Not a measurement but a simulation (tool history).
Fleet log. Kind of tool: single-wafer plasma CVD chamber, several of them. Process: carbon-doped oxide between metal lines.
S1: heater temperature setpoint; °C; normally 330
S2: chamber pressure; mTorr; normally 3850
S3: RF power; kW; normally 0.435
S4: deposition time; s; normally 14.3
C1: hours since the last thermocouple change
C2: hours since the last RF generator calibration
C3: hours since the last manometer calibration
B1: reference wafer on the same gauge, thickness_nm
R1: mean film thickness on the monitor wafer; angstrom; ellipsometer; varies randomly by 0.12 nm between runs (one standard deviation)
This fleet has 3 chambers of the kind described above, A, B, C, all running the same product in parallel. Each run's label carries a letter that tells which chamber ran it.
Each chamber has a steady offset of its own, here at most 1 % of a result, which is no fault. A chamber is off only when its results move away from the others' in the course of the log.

Run 1C, hour 4.1: usual settings; C1 839.8; C2 641.4; C3 1017.2; B1 79.041. Result: R1 695.62 angstrom.
Run 2B, hour 8.2: usual settings; C1 415.3; C2 1343.7; C3 1215.9; B1 79.058. Result: R1 698.15 angstrom.
Run 3A, hour 13.3: usual settings; C1 2962.6; C2 305.9; C3 1028.9; B1 79.052. Result: R1 684.84 angstrom.
Run 4A, hour 17.2: usual settings; C1 2966.5; C2 309.8; C3 1032.8; B1 79.043. Result: R1 685.78 angstrom.
Run 5B, hour 22.8: usual settings; C1 429.9; C2 1358.3; C3 1230.5; B1 79.082. Result: R1 696.92 angstrom.
Run 6C, hour 26.3: usual settings but S1 317 °C; C1 862; C2 663.6; C3 1039.4; B1 79.077. Result: R1 733.97 angstrom.
Run 7A, hour 30.5: usual settings but S1 317 °C; C1 2979.8; C2 323.1; C3 1046.1; B1 79.071. Result: R1 719.83 angstrom.
Run 8B, hour 35.4: usual settings but S1 317 °C; C1 442.5; C2 1370.9; C3 1243.1; B1 79.106. Result: R1 734.67 angstrom.
Run 9C, hour 41.4: usual settings; C1 877.1; C2 678.7; C3 1054.5; B1 79.093. Result: R1 697.4 angstrom.
Run 10A, hour 45.8: usual settings; C1 2995.1; C2 338.4; C3 1061.4; B1 79.16. Result: R1 686.04 angstrom.
Run 11B, hour 49.7: usual settings; C1 456.8; C2 1385.2; C3 1257.4; B1 79.131. Result: R1 700.59 angstrom.
Run 12C, hour 53.1: usual settings; C1 888.8; C2 690.4; C3 1066.2; B1 79.168. Result: R1 699.27 angstrom.
Run 13B, hour 56: usual settings but S1 335 °C, S4 11.5 s; C1 463.1; C2 1391.5; C3 1263.7; B1 79.161. Result: R1 555.32 angstrom.
Run 14A, hour 61.3: usual settings but S1 335 °C, S4 11.5 s; C1 3010.6; C2 353.9; C3 1076.9; B1 79.179. Result: R1 544.91 angstrom.
Run 15C, hour 66.7: usual settings but S1 335 °C, S4 11.5 s; C1 902.4; C2 704; C3 1079.8; B1 79.176. Result: R1 554.13 angstrom.
Run 16B, hour 70.4: usual settings; C1 477.5; C2 1405.9; C3 1278.1; B1 79.195. Result: R1 700.11 angstrom.
Run 17A, hour 75.2: usual settings; C1 3024.5; C2 367.8; C3 1090.8; B1 79.216. Result: R1 687.03 angstrom.
Run 18C, hour 80.4: usual settings; C1 916.1; C2 717.7; C3 1093.5; B1 79.196. Result: R1 698.91 angstrom.
Run 19A, hour 84.7: usual settings; C1 3034; C2 377.3; C3 1100.3; B1 79.256. Result: R1 686.26 angstrom.
Run 20C, hour 89.4: usual settings; C1 925.1; C2 726.7; C3 1102.5; B1 79.264. Result: R1 699.79 angstrom.
Run 21B, hour 94.6: usual settings; C1 501.7; C2 1430.1; C3 1302.3; B1 79.276. Result: R1 700.15 angstrom.
Run 22C, hour 100.3: usual settings but S2 2990 mTorr, S4 16.2 s; C1 936; C2 737.6; C3 1113.4; B1 79.351. Result: R1 772.07 angstrom.
Run 23A, hour 104.5: usual settings but S2 2990 mTorr, S4 16.2 s; C1 3053.8; C2 397.1; C3 1120.1; B1 79.337. Result: R1 756.75 angstrom.
Run 24B, hour 108.7: usual settings but S2 2990 mTorr, S4 16.2 s; C1 515.8; C2 1444.2; C3 1316.4; B1 79.329. Result: R1 772.8 angstrom.
Run 25A, hour 114: usual settings; C1 3063.3; C2 406.6; C3 1129.6; B1 79.324. Result: R1 688.15 angstrom.
Run 26B, hour 120.1: usual settings; C1 527.2; C2 1455.6; C3 1327.8; B1 79.361. Result: R1 701.84 angstrom.
Run 27C, hour 122.7: usual settings; C1 958.4; C2 760; C3 1135.8; B1 79.324. Result: R1 699.98 angstrom.
Run 28A, hour 128.7: usual settings; C1 3078; C2 421.3; C3 1144.3; B1 79.371. Result: R1 687.42 angstrom.
Run 29B, hour 134.5: usual settings; C1 541.6; C2 1470; C3 1342.2; B1 79.363. Result: R1 701.44 angstrom.
Run 30C, hour 140: usual settings; C1 975.7; C2 777.3; C3 1153.1; B1 79.407. Result: R1 702.3 angstrom.
Run 31C, hour 144.1: usual settings; C1 979.8; C2 781.4; C3 1157.2; B1 79.385. Result: R1 701.15 angstrom.
Run 32A, hour 147.9: usual settings; C1 3097.2; C2 440.5; C3 1163.5; B1 79.446. Result: R1 689.34 angstrom.
Run 33B, hour 151.4: usual settings; C1 558.5; C2 1486.9; C3 1359.1; B1 79.458. Result: R1 703.45 angstrom.
Run 34C, hour 155.5: usual settings; C1 991.2; C2 792.8; C3 1168.6; B1 79.436. Result: R1 702.32 angstrom.
Run 35B, hour 161.1: usual settings; C1 568.2; C2 1496.6; C3 1368.8; B1 79.461. Result: R1 701.86 angstrom.
Run 36A, hour 164: usual settings but S1 336 °C, S4 12.4 s; C1 3113.3; C2 456.6; C3 1179.6; B1 79.46. Result: R1 585.9 angstrom.
Run 37A, hour 167.6: usual settings but S1 336 °C, S4 12.4 s; C1 3116.9; C2 460.2; C3 1183.2; B1 79.523. Result: R1 586.3 angstrom.
Run 38C, hour 171.8: usual settings but S1 336 °C, S4 12.4 s; C1 1007.5; C2 809.1; C3 1184.9; B1 79.499. Result: R1 597.06 angstrom.
Run 39B, hour 175: usual settings; C1 582.1; C2 1510.5; C3 1382.7; B1 79.518. Result: R1 702 angstrom.
Run 40A, hour 178.6: usual settings; C1 3127.9; C2 471.2; C3 1194.2; B1 79.524. Result: R1 691.11 angstrom.

Next, every chamber runs the same settings. What will each give?
Run 41A, hour 183: usual settings but S1 337 °C. Result: R1 ?.
Run 41B, hour 183: usual settings but S1 337 °C. Result: R1 ?.
Run 41C, hour 183: usual settings but S1 337 °C. Result: R1 ?.

run      R1
41A  675.61
41B  687.16
41C  685.82
